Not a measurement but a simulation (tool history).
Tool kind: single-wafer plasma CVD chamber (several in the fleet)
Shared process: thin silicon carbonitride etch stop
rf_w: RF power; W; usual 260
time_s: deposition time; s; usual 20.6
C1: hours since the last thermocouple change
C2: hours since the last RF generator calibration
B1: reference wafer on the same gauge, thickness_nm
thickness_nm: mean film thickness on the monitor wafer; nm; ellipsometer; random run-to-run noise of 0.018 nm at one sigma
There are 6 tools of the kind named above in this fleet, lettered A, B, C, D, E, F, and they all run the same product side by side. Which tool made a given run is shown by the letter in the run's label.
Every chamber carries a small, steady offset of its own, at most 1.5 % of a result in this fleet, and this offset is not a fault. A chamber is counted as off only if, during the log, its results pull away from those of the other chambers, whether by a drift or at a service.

{"run": "1F", "day": 0.417, "rf_w": 260, "time_s": 20.6, "C1": 837.7, "C2": 1030.2, "B1": 14.598, "thickness_nm": 12.765}
{"run": "2B", "day": 0.821, "rf_w": 260, "time_s": 20.6, "C1": 871.2, "C2": 807.4, "B1": 14.593, "thickness_nm": 12.869}
{"run": "3A", "day": 1.283, "rf_w": 260, "time_s": 20.6, "C1": 592.9, "C2": 411.8, "B1": 14.591, "thickness_nm": 12.712}
{"run": "4E", "day": 1.717, "rf_w": 260, "time_s": 20.6, "C1": 1844.8, "C2": 279.1, "B1": 14.596, "thickness_nm": 12.672}
{"run": "5D", "day": 1.962, "rf_w": 260, "time_s": 20.6, "C1": 1583.2, "C2": 1100.3, "B1": 14.591, "thickness_nm": 12.74}
{"run": "6C", "day": 2.321, "rf_w": 260, "time_s": 20.6, "C1": 559.3, "C2": 1041.1, "B1": 14.586, "thickness_nm": 12.811}
{"run": "7E", "day": 2.738, "rf_w": 260, "time_s": 20.6, "C1": 1869.3, "C2": 303.6, "B1": 14.582, "thickness_nm": 12.658}
{"run": "8A", "day": 3.012, "rf_w": 300, "time_s": 20.6, "C1": 634.4, "C2": 453.3, "B1": 14.584, "thickness_nm": 13.27}
{"run": "9C", "day": 3.292, "rf_w": 300, "time_s": 20.6, "C1": 582.6, "C2": 1064.4, "B1": 14.583, "thickness_nm": 13.357}
{"run": "10F", "day": 3.6, "rf_w": 300, "time_s": 20.6, "C1": 914.1, "C2": 1106.6, "B1": 14.578, "thickness_nm": 13.283}
{"run": "11D", "day": 3.962, "rf_w": 300, "time_s": 20.6, "C1": 1631.2, "C2": 1148.3, "B1": 14.582, "thickness_nm": 13.293}
{"run": "12B", "day": 4.412, "rf_w": 300, "time_s": 20.6, "C1": 957.4, "C2": 893.6, "B1": 14.573, "thickness_nm": 13.429}
{"run": "13A", "day": 4.742, "rf_w": 300, "time_s": 20.6, "C1": 675.9, "C2": 494.8, "B1": 14.569, "thickness_nm": 13.291}
{"run": "14E", "day": 5.058, "rf_w": 260, "time_s": 20.6, "C1": 1925, "C2": 359.3, "B1": 14.57, "thickness_nm": 12.665}
{"run": "15B", "day": 5.496, "rf_w": 260, "time_s": 20.6, "C1": 983.4, "C2": 919.6, "B1": 14.57, "thickness_nm": 12.875}
{"run": "16C", "day": 5.95, "rf_w": 260, "time_s": 20.6, "C1": 646.4, "C2": 1128.2, "B1": 14.567, "thickness_nm": 12.748}
{"run": "17F", "day": 6.392, "rf_w": 260, "time_s": 20.6, "C1": 981.1, "C2": 1173.6, "B1": 14.554, "thickness_nm": 12.694}
{"run": "18D", "day": 6.754, "rf_w": 260, "time_s": 23.9, "C1": 1698.2, "C2": 1215.3, "B1": 14.567, "thickness_nm": 14.778}
{"run": "19D", "day": 7.008, "rf_w": 260, "time_s": 23.9, "C1": 1704.3, "C2": 1221.4, "B1": 14.564, "thickness_nm": 14.786}
{"run": "20C", "day": 7.5, "rf_w": 260, "time_s": 23.9, "C1": 683.6, "C2": 1165.4, "B1": 14.559, "thickness_nm": 14.849}
{"run": "21B", "day": 7.8, "rf_w": 260, "time_s": 23.9, "C1": 1038.7, "C2": 974.9, "B1": 14.551, "thickness_nm": 14.885}
{"run": "22E", "day": 8.062, "rf_w": 260, "time_s": 23.9, "C1": 1997.1, "C2": 431.4, "B1": 14.556, "thickness_nm": 14.677}
{"day": 8.117, "done": "chamber F: RF generator calibrated"}
{"day": 8.208, "done": "chamber C: RF generator calibrated"}
{"run": "23A", "day": 8.292, "rf_w": 260, "time_s": 23.9, "C1": 761.1, "C2": 580, "B1": 14.549, "thickness_nm": 14.752}
{"run": "24F", "day": 8.529, "rf_w": 260, "time_s": 20.6, "C1": 1032.4, "C2": 9.9, "B1": 14.55, "thickness_nm": 12.694}
{"run": "25C", "day": 8.988, "rf_w": 260, "time_s": 20.6, "C1": 719.3, "C2": 18.7, "B1": 14.548, "thickness_nm": 12.792}
{"run": "26A", "day": 9.392, "rf_w": 220, "time_s": 24, "C1": 787.5, "C2": 606.4, "B1": 14.547, "thickness_nm": 14.085}
{"run": "27F", "day": 9.879, "rf_w": 220, "time_s": 24, "C1": 1064.8, "C2": 42.3, "B1": 14.537, "thickness_nm": 14.068}
{"run": "28D", "day": 10.254, "rf_w": 220, "time_s": 24, "C1": 1782.2, "C2": 1299.3, "B1": 14.537, "thickness_nm": 14.101}
{"run": "29B", "day": 10.725, "rf_w": 220, "time_s": 24, "C1": 1108.9, "C2": 1045.1, "B1": 14.536, "thickness_nm": 14.206}
{"run": "30E", "day": 10.967, "rf_w": 220, "time_s": 24, "C1": 2066.8, "C2": 501.1, "B1": 14.535, "thickness_nm": 13.977}
{"run": "31D", "day": 11.258, "rf_w": 220, "time_s": 24, "C1": 1806.3, "C2": 1323.4, "B1": 14.53, "thickness_nm": 14.088}
{"run": "32F", "day": 11.633, "rf_w": 260, "time_s": 20.6, "C1": 1106.9, "C2": 84.4, "B1": 14.535, "thickness_nm": 12.682}
{"run": "33B", "day": 11.875, "rf_w": 260, "time_s": 20.6, "C1": 1136.5, "C2": 1072.7, "B1": 14.533, "thickness_nm": 12.803}
{"run": "34E", "day": 12.238, "rf_w": 260, "time_s": 20.6, "C1": 2097.3, "C2": 531.6, "B1": 14.528, "thickness_nm": 12.615}
{"run": "35C", "day": 12.738, "rf_w": 260, "time_s": 20.6, "C1": 809.3, "C2": 108.7, "B1": 14.529, "thickness_nm": 12.758}
{"run": "36A", "day": 13.038, "rf_w": 260, "time_s": 20.6, "C1": 875, "C2": 693.9, "B1": 14.527, "thickness_nm": 12.683}
{"run": "37D", "day": 13.338, "rf_w": 260, "time_s": 20.6, "C1": 1856.2, "C2": 1373.3, "B1": 14.526, "thickness_nm": 12.698}
{"run": "38E", "day": 13.654, "rf_w": 260, "time_s": 20.6, "C1": 2131.3, "C2": 565.6, "B1": 14.518, "thickness_nm": 12.593}
{"run": "39F", "day": 13.9, "rf_w": 260, "time_s": 20.6, "C1": 1161.3, "C2": 138.8, "B1": 14.521, "thickness_nm": 12.645}
{"run": "40B", "day": 14.217, "rf_w": 310, "time_s": 22.4, "C1": 1192.7, "C2": 1128.9, "B1": 14.517, "thickness_nm": 14.688}
{"run": "41A", "day": 14.55, "rf_w": 310, "time_s": 22.4, "C1": 911.3, "C2": 730.2, "B1": 14.516, "thickness_nm": 14.496}

The same settings go to every chamber for the next run, one line per chamber below. Forecast the results for each:
{"run": "42A", "day": 14.912, "rf_w": 260, "time_s": 24.2, "thickness_nm": "?"}
{"run": "42B", "day": 14.912, "rf_w": 260, "time_s": 24.2, "thickness_nm": "?"}
{"run": "42C", "day": 14.912, "rf_w": 260, "time_s": 24.2, "thickness_nm": "?"}
{"run": "42D", "day": 14.912, "rf_w": 260, "time_s": 24.2, "thickness_nm": "?"}
{"run": "42E", "day": 14.912, "rf_w": 260, "time_s": 24.2, "thickness_nm": "?"}
{"run": "42F", "day": 14.912, "rf_w": 260, "time_s": 24.2, "thickness_nm": "?"}

run=42A thickness_nm=14.89
run=42B thickness_nm=15.037
run=42C thickness_nm=14.975
run=42D thickness_nm=14.939
run=42E thickness_nm=14.812
run=42F thickness_nm=14.901
